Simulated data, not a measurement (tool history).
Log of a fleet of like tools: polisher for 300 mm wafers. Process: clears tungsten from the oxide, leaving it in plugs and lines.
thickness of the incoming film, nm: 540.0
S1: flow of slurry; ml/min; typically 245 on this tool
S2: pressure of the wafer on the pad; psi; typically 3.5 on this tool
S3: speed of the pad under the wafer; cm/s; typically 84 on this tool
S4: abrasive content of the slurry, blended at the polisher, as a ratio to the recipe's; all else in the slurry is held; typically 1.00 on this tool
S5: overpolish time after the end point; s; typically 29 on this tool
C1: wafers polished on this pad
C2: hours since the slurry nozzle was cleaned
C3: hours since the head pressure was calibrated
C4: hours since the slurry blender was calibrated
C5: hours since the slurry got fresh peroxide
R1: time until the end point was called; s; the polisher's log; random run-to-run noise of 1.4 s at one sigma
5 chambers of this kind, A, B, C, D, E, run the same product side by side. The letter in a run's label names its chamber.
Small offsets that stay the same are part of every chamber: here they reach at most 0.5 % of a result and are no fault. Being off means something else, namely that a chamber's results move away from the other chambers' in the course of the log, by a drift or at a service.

{"run": "1C", "day": 0.212, "S1": 245, "S2": 3.5, "S3": 84, "S4": 1.0, "S5": 29, "C1": 627, "C2": 39.8, "C3": 410.8, "C4": 48.3, "C5": 7.0, "R1": 132.01}
{"run": "2D", "day": 0.404, "S1": 245, "S2": 3.5, "S3": 84, "S4": 1.0, "S5": 29, "C1": 92, "C2": 17.0, "C3": 436.2, "C4": 89.8, "C5": 50.3, "R1": 134.05}
{"day": 0.588, "done": "chamber B: head pressure recalibrated"}
{"run": "3A", "day": 0.658, "S1": 245, "S2": 3.5, "S3": 84, "S4": 1.0, "S5": 29, "C1": 384, "C2": 269.9, "C3": 264.7, "C4": 156.7, "C5": 71.4, "R1": 132.81}
{"day": 0.688, "done": "chamber D: slurry tank refilled with fresh slurry and peroxide"}
{"run": "4B", "day": 0.846, "S1": 245, "S2": 3.5, "S3": 84, "S4": 1.0, "S5": 29, "C1": 1093, "C2": 298.9, "C3": 6.3, "C4": 163.8, "C5": 26.9, "R1": 132.23}
{"run": "5E", "day": 1.075, "S1": 245, "S2": 3.5, "S3": 84, "S4": 1.0, "S5": 29, "C1": 819, "C2": 239.8, "C3": 769.8, "C4": 404.7, "C5": 94.2, "R1": 128.92}
{"run": "6E", "day": 1.225, "S1": 245, "S2": 3.1, "S3": 70, "S4": 1.0, "S5": 29, "C1": 839, "C2": 243.4, "C3": 773.4, "C4": 408.3, "C5": 97.8, "R1": 179.38}
{"run": "7C", "day": 1.429, "S1": 245, "S2": 3.1, "S3": 70, "S4": 1.0, "S5": 29, "C1": 785, "C2": 69.0, "C3": 440.0, "C4": 77.5, "C5": 36.2, "R1": 179.08}
{"run": "8D", "day": 1.704, "S1": 245, "S2": 3.1, "S3": 70, "S4": 1.0, "S5": 29, "C1": 261, "C2": 48.2, "C3": 467.4, "C4": 121.0, "C5": 24.5, "R1": 182.24}
{"run": "9A", "day": 1.904, "S1": 245, "S2": 3.1, "S3": 70, "S4": 1.0, "S5": 29, "C1": 546, "C2": 299.8, "C3": 294.6, "C4": 186.6, "C5": 101.3, "R1": 180.23}
{"day": 1.908, "done": "chamber E: worn pad replaced by a new one"}
{"day": 1.975, "done": "chamber A: slurry blender recalibrated"}
{"run": "10B", "day": 2.088, "S1": 245, "S2": 3.1, "S3": 70, "S4": 1.0, "S5": 29, "C1": 1254, "C2": 328.7, "C3": 36.1, "C4": 193.6, "C5": 56.7, "R1": 181.18}
{"run": "11D", "day": 2.275, "S1": 245, "S2": 3.5, "S3": 84, "S4": 1.0, "S5": 29, "C1": 335, "C2": 61.9, "C3": 481.1, "C4": 134.7, "C5": 38.2, "R1": 129.38}
{"day": 2.288, "done": "chamber E: slurry tank refilled with fresh slurry and peroxide"}
{"run": "12B", "day": 2.475, "S1": 245, "S2": 3.5, "S3": 84, "S4": 1.0, "S5": 29, "C1": 1305, "C2": 338.0, "C3": 45.4, "C4": 202.9, "C5": 66.0, "R1": 134.06}
{"day": 2.521, "done": "chamber D: slurry tank refilled with fresh slurry and peroxide"}
{"day": 2.571, "done": "chamber A: slurry tank refilled with fresh slurry and peroxide"}
{"day": 2.654, "done": "chamber E: slurry blender recalibrated"}
{"run": "13C", "day": 2.75, "S1": 245, "S2": 3.5, "S3": 84, "S4": 1.0, "S5": 29, "C1": 957, "C2": 100.7, "C3": 471.7, "C4": 109.2, "C5": 67.9, "R1": 131.89}
{"day": 2.8, "done": "chamber B: worn pad replaced by a new one"}
{"run": "14A", "day": 2.967, "S1": 245, "S2": 3.5, "S3": 84, "S4": 1.0, "S5": 29, "C1": 685, "C2": 325.3, "C3": 320.1, "C4": 23.8, "C5": 9.6, "R1": 130.2}
{"day": 3.012, "done": "chamber C: worn pad replaced by a new one"}
{"run": "15E", "day": 3.188, "S1": 245, "S2": 3.5, "S3": 84, "S4": 1.0, "S5": 29, "C1": 166, "C2": 290.5, "C3": 820.5, "C4": 12.9, "C5": 21.6, "R1": 130.35}
{"day": 3.383, "done": "chamber E: head pressure recalibrated"}
{"run": "16A", "day": 3.421, "S1": 245, "S2": 3.5, "S3": 84, "S4": 1.0, "S5": 29, "C1": 744, "C2": 336.2, "C3": 331.0, "C4": 34.7, "C5": 20.5, "R1": 133.43}
{"run": "17C", "day": 3.692, "S1": 245, "S2": 3.5, "S3": 84, "S4": 1.0, "S5": 29, "C1": 88, "C2": 123.3, "C3": 494.3, "C4": 131.8, "C5": 90.5, "R1": 131.04}
{"run": "18D", "day": 3.846, "S1": 245, "S2": 3.5, "S3": 84, "S4": 1.0, "S5": 29, "C1": 540, "C2": 99.6, "C3": 518.8, "C4": 172.4, "C5": 31.8, "R1": 132.11}
{"day": 4.008, "done": "chamber A: worn pad replaced by a new one"}
{"run": "19E", "day": 4.033, "S1": 245, "S2": 3.5, "S3": 84, "S4": 1.0, "S5": 29, "C1": 277, "C2": 310.8, "C3": 15.6, "C4": 33.2, "C5": 41.9, "R1": 121.74}
{"run": "20B", "day": 4.221, "S1": 245, "S2": 3.5, "S3": 84, "S4": 1.0, "S5": 29, "C1": 185, "C2": 379.9, "C3": 87.3, "C4": 244.8, "C5": 107.9, "R1": 134.6}
{"day": 4.304, "done": "chamber D: slurry tank refilled with fresh slurry and peroxide"}
{"run": "21D", "day": 4.483, "S1": 245, "S2": 3.5, "S3": 84, "S4": 1.0, "S5": 29, "C1": 623, "C2": 114.9, "C3": 534.1, "C4": 187.7, "C5": 4.3, "R1": 131.86}
{"run": "22C", "day": 4.767, "S1": 245, "S2": 3.5, "S3": 84, "S4": 1.0, "S5": 29, "C1": 228, "C2": 149.1, "C3": 520.1, "C4": 157.6, "C5": 116.3, "R1": 132.07}
{"run": "23B", "day": 4.917, "S1": 245, "S2": 3.5, "S3": 84, "S4": 1.0, "S5": 29, "C1": 275, "C2": 396.6, "C3": 104.0, "C4": 261.5, "C5": 124.6, "R1": 133.79}
{"run": "24E", "day": 5.054, "S1": 245, "S2": 3.5, "S3": 84, "S4": 1.0, "S5": 29, "C1": 410, "C2": 335.3, "C3": 40.1, "C4": 57.7, "C5": 66.4, "R1": 120.6}
{"run": "25A", "day": 5.329, "S1": 245, "S2": 3.5, "S3": 104, "S4": 1.0, "S5": 29, "C1": 172, "C2": 382.0, "C3": 376.8, "C4": 80.5, "C5": 66.3, "R1": 105.29}
{"run": "26B", "day": 5.546, "S1": 245, "S2": 3.5, "S3": 104, "S4": 1.0, "S5": 29, "C1": 357, "C2": 411.7, "C3": 119.1, "C4": 276.6, "C5": 139.7, "R1": 107.41}
{"day": 5.7, "done": "chamber C: slurry blender recalibrated"}
{"run": "27E", "day": 5.783, "S1": 245, "S2": 3.5, "S3": 104, "S4": 1.0, "S5": 29, "C1": 505, "C2": 352.8, "C3": 57.6, "C4": 75.2, "C5": 83.9, "R1": 97.818}
{"run": "28D", "day": 5.933, "S1": 245, "S2": 3.5, "S3": 104, "S4": 1.0, "S5": 29, "C1": 812, "C2": 149.7, "C3": 568.9, "C4": 222.5, "C5": 39.1, "R1": 106.57}
{"run": "29A", "day": 6.133, "S1": 245, "S2": 3.5, "S3": 104, "S4": 1.0, "S5": 29, "C1": 277, "C2": 401.3, "C3": 396.1, "C4": 99.8, "C5": 85.6, "R1": 106.99}
{"run": "30C", "day": 6.283, "S1": 245, "S2": 3.5, "S3": 84, "S4": 1.0, "S5": 29, "C1": 426, "C2": 185.5, "C3": 556.5, "C4": 14.0, "C5": 152.7, "R1": 133.54}
{"day": 6.454, "done": "chamber D: slurry tank refilled with fresh slurry and peroxide"}
{"day": 6.55, "done": "chamber C: slurry tank refilled with fresh slurry and peroxide"}
{"run": "31A", "day": 6.558, "S1": 245, "S2": 3.5, "S3": 84, "S4": 1.0, "S5": 29, "C1": 332, "C2": 411.5, "C3": 406.3, "C4": 110.0, "C5": 95.8, "R1": 132.81}
{"run": "32C", "day": 6.779, "S1": 245, "S2": 3.5, "S3": 84, "S4": 1.0, "S5": 29, "C1": 490, "C2": 197.4, "C3": 568.4, "C4": 25.9, "C5": 5.6, "R1": 133.01}
{"run": "33E", "day": 6.979, "S1": 290, "S2": 3.5, "S3": 84, "S4": 0.75, "S5": 29, "C1": 661, "C2": 381.5, "C3": 86.3, "C4": 103.9, "C5": 112.6, "R1": 127.45}
{"day": 7.125, "done": "chamber D: head pressure recalibrated"}
{"run": "34B", "day": 7.208, "S1": 290, "S2": 3.5, "S3": 84, "S4": 0.75, "S5": 29, "C1": 574, "C2": 451.6, "C3": 159.0, "C4": 316.5, "C5": 179.6, "R1": 137.62}
{"day": 7.225, "done": "chamber A: slurry tank refilled with fresh slurry and peroxide"}
{"run": "35D", "day": 7.371, "S1": 290, "S2": 3.5, "S3": 84, "S4": 0.75, "S5": 29, "C1": 999, "C2": 184.2, "C3": 5.9, "C4": 257.0, "C5": 22.1, "R1": 138.66}
{"day": 7.392, "done": "chamber B: slurry nozzle cleaned"}
{"run": "36A", "day": 7.529, "S1": 290, "S2": 3.5, "S3": 84, "S4": 0.75, "S5": 29, "C1": 459, "C2": 434.8, "C3": 429.6, "C4": 133.3, "C5": 7.3, "R1": 139.3}
{"run": "37B", "day": 7.767, "S1": 290, "S2": 3.5, "S3": 84, "S4": 0.75, "S5": 29, "C1": 647, "C2": 9.1, "C3": 172.4, "C4": 329.9, "C5": 193.0, "R1": 139.54}

Has any chamber moved away from the others, gradually or after a service, or does the common gauge drift, or do the chambers differ only by their own small steady offsets? State the chamber and the most likely cause if one applies.

Chamber E came out of a service off from its peers and stayed that way.
Cause: head's pressure above its setpoint, % = 9.28.

Here are 4 candidates for chamber E's next run, each the usual settings with a change, their results left as question marks. Which one brings its results back in line with what the others give on the usual settings?
In-line tolerance around the mean of the other chambers on the usual settings: R1 4.900 s
{"run": "38E-1", "day": 7.967, "S1": 245, "S2": 3.5, "S3": 82, "S4": 1.0, "S5": 29, "R1": "?"}
{"run": "38E-2", "day": 7.967, "S1": 245, "S2": 3.6, "S3": 88, "S4": 1.0, "S5": 29, "R1": "?"}
{"run": "38E-3", "day": 7.967, "S1": 245, "S2": 3.5, "S3": 84, "S4": 1.1, "S5": 29, "R1": "?"}
{"run": "38E-4", "day": 7.967, "S1": 245, "S2": 3.5, "S3": 78, "S4": 1.0, "S5": 29, "R1": "?"}

Usual-settings mean across the other chambers: R1 132.080 s
run=38E-1 R1=123.920
run=38E-2 R1=112.140
run=38E-3 R1=118.240
run=38E-4 R1=130.380
The right change is 38E-4: it brings the chamber back within the allowed miss of the others.

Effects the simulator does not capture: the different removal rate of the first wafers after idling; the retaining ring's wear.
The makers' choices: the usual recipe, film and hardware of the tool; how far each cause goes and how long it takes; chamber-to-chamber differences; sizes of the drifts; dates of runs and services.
